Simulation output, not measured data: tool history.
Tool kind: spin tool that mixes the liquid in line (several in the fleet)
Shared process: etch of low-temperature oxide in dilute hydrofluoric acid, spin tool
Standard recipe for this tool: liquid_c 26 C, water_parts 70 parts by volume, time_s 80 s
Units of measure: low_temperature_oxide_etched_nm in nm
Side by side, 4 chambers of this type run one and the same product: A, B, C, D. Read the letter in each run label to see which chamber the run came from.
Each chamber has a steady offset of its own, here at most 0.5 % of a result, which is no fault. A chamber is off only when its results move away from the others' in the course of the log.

run,hour,liquid_c,water_parts,time_s,"read-back film thickness of the low-temperature oxide reference wafer, read on the same gauge (nm)",low_temperature_oxide_etched_nm
1C,14.3,26,70,80,110.01,31.398
2A,22.9,26,70,80,109.99,31.714
3D,37.1,26,70,80,110.00,31.490
4B,52.3,26,70,80,109.99,31.628
5C,67.2,26,70,80,110.02,31.612
6B,76.0,26,70,80,109.99,32.039
7A,90.8,26,70,80,110.01,31.485
8D,102.5,26,70,80,110.01,31.157
9C,112.5,26,70,80,110.02,31.554
# hour 123.3: chamber D: thermometer replaced
10D,125.8,26,70,80,109.99,31.463
11B,135.6,26,70,80,110.00,31.328
12A,147.7,26,70,80,110.00,31.645
13C,159.2,26,70,80,110.01,31.274
14B,172.8,26,70,80,110.01,32.023
15D,187.1,26,70,80,110.00,31.690
16A,201.2,26,70,80,109.99,31.296
17B,211.8,26,70,80,110.01,31.946
18C,224.8,26,70,80,110.01,29.980
19D,233.2,26,70,80,109.99,31.374
20A,247.5,26,70,80,110.01,31.398
21A,259.0,26,70,80,110.01,31.770
22B,273.2,26,70,80,109.99,32.158
23D,283.8,26,70,110,109.98,43.940
24C,297.1,26,70,110,110.00,40.251
25B,309.6,26,70,110,109.99,43.768
26D,320.3,26,70,110,110.00,43.345
27C,329.0,26,70,80,110.02,29.124
28A,343.5,26,70,80,109.98,31.512
29C,353.4,26,70,80,110.00,29.072

The same settings go to every chamber for the next run, one line per chamber below. Forecast the results for each:
30A,365.0,26,70,80,,?
30B,365.0,26,70,80,,?
30C,365.0,26,70,80,,?
30D,365.0,26,70,80,,?

run,low_temperature_oxide_etched_nm
30A,31.577
30B,31.511
30C,28.503
30D,31.671
